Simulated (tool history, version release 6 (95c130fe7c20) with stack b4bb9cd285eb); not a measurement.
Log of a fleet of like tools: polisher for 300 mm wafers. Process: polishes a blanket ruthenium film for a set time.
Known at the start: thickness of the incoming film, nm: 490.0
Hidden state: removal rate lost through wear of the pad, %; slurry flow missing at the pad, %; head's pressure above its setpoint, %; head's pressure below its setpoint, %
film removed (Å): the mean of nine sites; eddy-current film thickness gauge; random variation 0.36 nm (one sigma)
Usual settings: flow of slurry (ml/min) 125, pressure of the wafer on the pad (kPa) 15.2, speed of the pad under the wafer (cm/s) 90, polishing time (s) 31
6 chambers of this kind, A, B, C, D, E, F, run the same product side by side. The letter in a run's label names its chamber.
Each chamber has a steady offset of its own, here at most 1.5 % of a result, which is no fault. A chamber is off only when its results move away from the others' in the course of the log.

run,hour,flow of slurry (ml/min),pressure of the wafer on the pad (kPa),speed of the pad under the wafer (cm/s),polishing time (s),wafers polished on this pad,hours since the slurry nozzle was cleaned,hours since the head pressure was calibrated,film removed (Å)
1A,5.0,125,15.2,90,31,628,718.7,8.8,277.96
# hour 7.1: chamber D: worn pad replaced by a new one
2C,8.3,125,15.2,90,31,1610,461.3,276.8,278.57
3D,11.2,125,15.2,90,31,38,126.4,139.6,280.24
4E,14.2,125,15.2,90,31,135,584.6,437.5,284.78
# hour 15.8: chamber C: worn pad replaced by a new one
5F,19.8,125,15.2,90,31,1475,62.5,74.4,289.52
6B,25.2,125,18.6,90,31,494,432.8,600.2,350.64
# hour 30.7: chamber F: worn pad replaced by a new one
7B,30.7,125,18.6,90,31,545,438.3,605.7,352.42
8E,33.4,125,18.6,90,31,311,603.8,456.7,342.49
9D,36.5,125,18.6,90,31,270,151.7,164.9,346.52
10C,39.5,125,18.6,90,31,218,492.5,308.0,348.28
11F,42.2,125,18.6,90,31,105,84.9,96.8,342.57
# hour 43.2: chamber A: worn pad replaced by a new one
12A,45.3,85,15.2,116,31,19,759.0,49.1,331.56
13A,48.8,85,15.2,116,31,52,762.5,52.6,330.57
14C,53.6,85,15.2,116,31,348,506.6,322.1,323.82
15E,56.9,85,15.2,116,31,527,627.3,480.2,337.06
# hour 59.3: chamber B: worn pad replaced by a new one
16B,60.3,85,15.2,116,31,9,467.9,635.3,328.39
17F,64.1,85,15.2,116,31,307,106.8,118.7,344.01
# hour 67.6: chamber A: slurry nozzle cleaned
18D,69.5,125,15.2,90,31,573,184.7,197.9,277.54
19A,72.9,125,15.2,90,31,273,5.4,76.7,276.35
20B,76.8,125,15.2,90,31,161,484.4,651.8,271.49
21F,81.9,125,15.2,90,31,470,124.6,136.5,286.75
22C,85.9,125,15.2,90,31,645,538.9,354.4,280.04
23D,89.3,125,15.2,90,31,755,204.5,217.7,283.36
24E,94.5,125,15.2,90,31,873,664.9,517.8,288.54
25F,99.2,125,15.2,90,31,629,141.9,153.8,287.04
26E,101.8,125,15.2,64,36,940,672.2,525.1,233.49
27C,106.9,125,15.2,64,36,838,559.9,375.4,232.06
28A,110.9,125,15.2,64,36,622,43.4,114.7,235.10
29B,114.1,125,15.2,64,36,504,521.7,689.1,227.53
30D,118.3,125,15.2,64,36,1022,233.5,246.7,223.61
# hour 119.9: chamber D: worn pad replaced by a new one
31F,123.2,125,15.2,64,36,850,165.9,177.8,230.02
# hour 126.3: chamber A: worn pad replaced by a new one
32D,126.4,125,15.2,90,31,60,241.6,254.8,277.87
# hour 129.1: chamber E: worn pad replaced by a new one
33E,132.1,125,15.2,90,31,27,702.5,555.4,285.43
34A,137.3,125,15.2,90,31,101,69.8,141.1,284.22
35C,142.4,125,15.2,90,31,1164,595.4,410.9,276.85
# hour 145.5: chamber B: worn pad replaced by a new one
36B,147.2,125,15.2,114,31,16,554.8,722.2,334.61
37E,150.8,125,15.2,114,31,199,721.2,574.1,359.91
38F,153.5,125,15.2,114,31,1128,196.2,208.1,369.36
# hour 154.7: chamber C: head pressure recalibrated
39A,158.2,125,15.2,114,31,293,90.7,162.0,348.10
# hour 161.7: chamber C: worn pad replaced by a new one
40D,163.7,125,15.2,114,31,402,278.9,292.1,359.79
41C,167.9,125,15.2,114,31,57,620.9,13.3,357.04
42B,173.7,125,15.2,120,31,259,581.3,748.7,339.42

Is one chamber off against the others, does the gauge drift, or is nothing wrong? If a chamber is off, say which, and what the likeliest cause is.

Chamber B drifts away from the others.
Cause: head's pressure below its setpoint, % = 10.6.
The log may not tell that from: slurry flow missing at the pad, %.

Here are 4 candidates for chamber B's next run, each the usual settings with a change, their results left as question marks. Which one brings its results back in line with what the others give on the usual settings?
In line means no further than this from the other chambers' mean on the usual settings: film removed (Å) 13.00
43B-1,178.1,125,15.9,94,32,,,,?
43B-2,178.1,125,15.9,96,33,,,,?
43B-3,178.1,125,14.5,84,29,,,,?
43B-4,178.1,120,15.2,82,31,,,,?

The other chambers' mean on the usual settings: film removed (Å) 283.51
run,film removed (Å)
43B-1,285.23
43B-2,300.48
43B-3,210.77
43B-4,228.26
43B-1 brings the chamber back in line.
